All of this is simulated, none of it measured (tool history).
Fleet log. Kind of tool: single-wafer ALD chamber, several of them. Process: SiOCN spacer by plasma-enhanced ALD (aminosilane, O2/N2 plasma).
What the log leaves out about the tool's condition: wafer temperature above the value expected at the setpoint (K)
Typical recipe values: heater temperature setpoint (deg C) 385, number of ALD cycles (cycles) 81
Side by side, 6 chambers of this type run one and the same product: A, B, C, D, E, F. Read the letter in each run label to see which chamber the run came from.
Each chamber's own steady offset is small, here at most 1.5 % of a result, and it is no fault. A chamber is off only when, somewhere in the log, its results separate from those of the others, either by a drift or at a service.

| run | day | heater temperature setpoint (deg C) | number of ALD cycles (cycles) | hours since the last thermocouple change | read-back reference wafer on the same gauge, thickness_nm | mean film thickness on the monitor wafer (angstrom) |
|---|---|---|---|---|---|---|
| 1F | 0.312 | 385 | 81 | 979.1 | 4.4114 | 49.052 |
| 2D | 0.579 | 385 | 81 | 492.6 | 4.4081 | 49.114 |
| 3C | 0.808 | 385 | 81 | 842.6 | 4.4083 | 48.929 |
| 4B | 1.138 | 385 | 81 | 796.6 | 4.409 | 48.717 |
| 5E | 1.45 | 385 | 68 | 622.6 | 4.4074 | 40.559 |
| 6A | 1.971 | 385 | 68 | 1783.7 | 4.4078 | 41.007 |
| 7A | 2.375 | 385 | 68 | 1793.4 | 4.4061 | 40.947 |
| 8B | 2.742 | 385 | 68 | 835.1 | 4.4065 | 40.941 |
| 9C | 3.242 | 385 | 68 | 901 | 4.4048 | 41.024 |
|  | 3.621 | chamber C: thermocouple changed; heater temperature recalibrated |
| 10E | 3.654 | 385 | 68 | 675.5 | 4.4045 | 40.571 |
| 11D | 3.925 | 385 | 81 | 572.9 | 4.4044 | 49.037 |
| 12F | 4.254 | 385 | 81 | 1073.7 | 4.4014 | 48.962 |
| 13F | 4.571 | 376 | 92 | 1081.3 | 4.4027 | 55.731 |
| 14D | 4.879 | 376 | 92 | 595.8 | 4.4021 | 55.874 |
| 15C | 5.262 | 376 | 92 | 39.4 | 4.4021 | 55.702 |
| 16B | 5.617 | 376 | 92 | 904.1 | 4.402 | 55.385 |
| 17E | 5.962 | 376 | 92 | 730.9 | 4.4004 | 54.903 |
| 18A | 6.396 | 376 | 92 | 1889.9 | 4.4014 | 55.234 |
| 19E | 6.854 | 385 | 81 | 752.3 | 4.3986 | 48.162 |
| 20B | 7.288 | 385 | 94 | 944.2 | 4.3996 | 56.365 |
| 21A | 7.717 | 385 | 94 | 1921.6 | 4.4002 | 56.495 |
| 22D | 8.1 | 385 | 94 | 673.1 | 4.3984 | 57.145 |
| 23F | 8.367 | 385 | 94 | 1172.4 | 4.3989 | 56.83 |
| 24C | 8.858 | 385 | 94 | 125.7 | 4.3954 | 56.745 |
| 25C | 9.146 | 385 | 94 | 132.6 | 4.3959 | 56.881 |
| 26A | 9.421 | 385 | 81 | 1962.5 | 4.3962 | 48.65 |
| 27E | 9.938 | 385 | 81 | 826.3 | 4.3965 | 48.303 |
| 28B | 10.183 | 385 | 81 | 1013.7 | 4.3945 | 48.55 |
| 29D | 10.479 | 385 | 81 | 730.2 | 4.3943 | 48.925 |
| 30F | 10.95 | 385 | 92 | 1234.4 | 4.3928 | 55.576 |
| 31B | 11.283 | 385 | 92 | 1040.1 | 4.3929 | 55.196 |
| 32F | 11.779 | 385 | 92 | 1254.3 | 4.3934 | 55.485 |
| 33D | 12.175 | 385 | 92 | 770.9 | 4.3915 | 55.72 |
| 34E | 12.604 | 385 | 92 | 890.3 | 4.3905 | 54.83 |
| 35C | 12.983 | 385 | 92 | 224.7 | 4.3899 | 55.488 |
| 36A | 13.458 | 385 | 81 | 2059.4 | 4.3895 | 48.656 |
| 37F | 13.808 | 385 | 81 | 1303 | 4.3888 | 48.94 |
| 38A | 14.304 | 385 | 81 | 2079.7 | 4.3883 | 48.412 |
| 39D | 14.821 | 391 | 73 | 834.4 | 4.3883 | 44.217 |
| 40E | 15.258 | 391 | 73 | 954 | 4.3871 | 43.413 |
| 41C | 15.721 | 391 | 73 | 290.4 | 4.3856 | 43.83 |

Predict what each chamber gives when all 6 of them run the settings below next.
| 42A | 16.096 | 392 | 81 |  |  | ? |
| 42B | 16.096 | 392 | 81 |  |  | ? |
| 42C | 16.096 | 392 | 81 |  |  | ? |
| 42D | 16.096 | 392 | 81 |  |  | ? |
| 42E | 16.096 | 392 | 81 |  |  | ? |
| 42F | 16.096 | 392 | 81 |  |  | ? |

| run | mean film thickness on the monitor wafer (angstrom) |
|---|---|
| 42A | 48.563 |
| 42B | 48.631 |
| 42C | 48.818 |
| 42D | 48.92 |
| 42E | 48.151 |
| 42F | 48.858 |
